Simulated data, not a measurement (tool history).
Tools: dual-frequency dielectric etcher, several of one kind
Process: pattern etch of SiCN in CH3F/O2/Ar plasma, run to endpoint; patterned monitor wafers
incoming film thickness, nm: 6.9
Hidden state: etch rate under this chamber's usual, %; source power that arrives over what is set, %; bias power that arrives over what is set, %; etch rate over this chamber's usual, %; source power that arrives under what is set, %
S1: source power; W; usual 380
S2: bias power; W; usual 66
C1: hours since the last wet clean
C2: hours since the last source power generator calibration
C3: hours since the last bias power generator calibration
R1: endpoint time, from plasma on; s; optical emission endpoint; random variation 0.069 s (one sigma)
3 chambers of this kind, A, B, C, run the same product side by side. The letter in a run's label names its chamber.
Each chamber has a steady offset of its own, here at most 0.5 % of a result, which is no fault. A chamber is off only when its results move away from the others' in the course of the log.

{"day": 0.012, "done": "chamber A: wet clean of the chamber"}
{"run": "1A", "day": 0.379, "S1": 380, "S2": 66, "C1": 8.8, "C2": 1939.6, "C3": 301.4, "R1": 19.437}
{"run": "2C", "day": 0.679, "S1": 380, "S2": 66, "C1": 511.4, "C2": 1992.8, "C3": 3233.3, "R1": 19.508}
{"run": "3B", "day": 1.083, "S1": 380, "S2": 66, "C1": 181.5, "C2": 1622.7, "C3": 2947.1, "R1": 19.259}
{"run": "4B", "day": 1.408, "S1": 380, "S2": 66, "C1": 189.3, "C2": 1630.5, "C3": 2954.9, "R1": 19.408}
{"day": 1.604, "done": "chamber C: wet clean of the chamber"}
{"run": "5A", "day": 1.7, "S1": 380, "S2": 66, "C1": 40.5, "C2": 1971.3, "C3": 333.1, "R1": 19.326}
{"run": "6C", "day": 2.029, "S1": 410, "S2": 66, "C1": 10.2, "C2": 2025.2, "C3": 3265.7, "R1": 18.703}
{"run": "7C", "day": 2.392, "S1": 410, "S2": 66, "C1": 18.9, "C2": 2033.9, "C3": 3274.4, "R1": 18.812}
{"run": "8B", "day": 2.7, "S1": 410, "S2": 66, "C1": 220.3, "C2": 1661.5, "C3": 2985.9, "R1": 18.802}
{"run": "9A", "day": 2.883, "S1": 380, "S2": 66, "C1": 68.9, "C2": 1999.7, "C3": 361.5, "R1": 19.254}
{"run": "10A", "day": 3.233, "S1": 380, "S2": 66, "C1": 77.3, "C2": 2008.1, "C3": 369.9, "R1": 19.36}
{"run": "11C", "day": 3.438, "S1": 440, "S2": 66, "C1": 44, "C2": 2059, "C3": 3299.5, "R1": 18.357}
{"run": "12B", "day": 3.629, "S1": 440, "S2": 66, "C1": 242.6, "C2": 1683.8, "C3": 3008.2, "R1": 18.225}
{"run": "13A", "day": 3.908, "S1": 440, "S2": 66, "C1": 93.5, "C2": 2024.3, "C3": 386.1, "R1": 18.286}
{"run": "14B", "day": 4.25, "S1": 440, "S2": 71, "C1": 257.5, "C2": 1698.7, "C3": 3023.1, "R1": 17.707}
{"run": "15C", "day": 4.5, "S1": 440, "S2": 71, "C1": 69.5, "C2": 2084.5, "C3": 3325, "R1": 17.953}
{"run": "16A", "day": 4.717, "S1": 440, "S2": 71, "C1": 112.9, "C2": 2043.7, "C3": 405.5, "R1": 17.806}
{"run": "17B", "day": 5.079, "S1": 380, "S2": 66, "C1": 277.4, "C2": 1718.6, "C3": 3043, "R1": 19.157}
{"run": "18C", "day": 5.392, "S1": 380, "S2": 66, "C1": 90.9, "C2": 2105.9, "C3": 3346.4, "R1": 19.419}
{"run": "19B", "day": 5.788, "S1": 380, "S2": 66, "C1": 294.4, "C2": 1735.6, "C3": 3060, "R1": 19.07}
{"run": "20C", "day": 6.158, "S1": 380, "S2": 66, "C1": 109.3, "C2": 2124.3, "C3": 3364.8, "R1": 19.341}
{"run": "21A", "day": 6.467, "S1": 380, "S2": 66, "C1": 154.9, "C2": 2085.7, "C3": 447.5, "R1": 19.314}
{"run": "22B", "day": 6.842, "S1": 380, "S2": 66, "C1": 319.7, "C2": 1760.9, "C3": 3085.3, "R1": 19.1}
{"run": "23C", "day": 7.138, "S1": 380, "S2": 66, "C1": 132.8, "C2": 2147.8, "C3": 3388.3, "R1": 19.309}
{"run": "24A", "day": 7.392, "S1": 380, "S2": 66, "C1": 177.1, "C2": 2107.9, "C3": 469.7, "R1": 19.366}
{"run": "25B", "day": 7.604, "S1": 380, "S2": 66, "C1": 338, "C2": 1779.2, "C3": 3103.6, "R1": 19.072}
{"run": "26A", "day": 8.008, "S1": 380, "S2": 66, "C1": 191.9, "C2": 2122.7, "C3": 484.5, "R1": 19.385}
{"run": "27C", "day": 8.392, "S1": 380, "S2": 66, "C1": 162.9, "C2": 2177.9, "C3": 3418.4, "R1": 19.376}
{"run": "28A", "day": 8.696, "S1": 380, "S2": 66, "C1": 208.4, "C2": 2139.2, "C3": 501, "R1": 19.409}
{"run": "29C", "day": 8.933, "S1": 380, "S2": 66, "C1": 175.9, "C2": 2190.9, "C3": 3431.4, "R1": 19.29}
{"run": "30B", "day": 9.296, "S1": 380, "S2": 66, "C1": 378.6, "C2": 1819.8, "C3": 3144.2, "R1": 18.946}
{"run": "31C", "day": 9.696, "S1": 380, "S2": 66, "C1": 194.2, "C2": 2209.2, "C3": 3449.7, "R1": 19.382}
{"run": "32A", "day": 10.092, "S1": 380, "S2": 66, "C1": 241.9, "C2": 2172.7, "C3": 534.5, "R1": 19.405}
{"run": "33B", "day": 10.483, "S1": 380, "S2": 66, "C1": 407.1, "C2": 1848.3, "C3": 3172.7, "R1": 18.878}
{"run": "34C", "day": 10.708, "S1": 380, "S2": 66, "C1": 218.5, "C2": 2233.5, "C3": 3474, "R1": 19.363}
{"run": "35A", "day": 10.95, "S1": 380, "S2": 66, "C1": 262.5, "C2": 2193.3, "C3": 555.1, "R1": 19.388}
{"run": "36B", "day": 11.179, "S1": 380, "S2": 66, "C1": 423.8, "C2": 1865, "C3": 3189.4, "R1": 18.878}
{"run": "37C", "day": 11.479, "S1": 380, "S2": 66, "C1": 237, "C2": 2252, "C3": 3492.5, "R1": 19.488}
{"run": "38A", "day": 11.733, "S1": 340, "S2": 66, "C1": 281.3, "C2": 2212.1, "C3": 573.9, "R1": 20.153}
{"run": "39B", "day": 12.129, "S1": 340, "S2": 66, "C1": 446.6, "C2": 1887.8, "C3": 3212.2, "R1": 19.527}

Next, every chamber runs the same settings. What will each give?
{"run": "40A", "day": 12.429, "S1": 380, "S2": 66, "R1": "?"}
{"run": "40B", "day": 12.429, "S1": 380, "S2": 66, "R1": "?"}
{"run": "40C", "day": 12.429, "S1": 380, "S2": 66, "R1": "?"}

run=40A R1=19.355
run=40B R1=18.73
run=40C R1=19.519

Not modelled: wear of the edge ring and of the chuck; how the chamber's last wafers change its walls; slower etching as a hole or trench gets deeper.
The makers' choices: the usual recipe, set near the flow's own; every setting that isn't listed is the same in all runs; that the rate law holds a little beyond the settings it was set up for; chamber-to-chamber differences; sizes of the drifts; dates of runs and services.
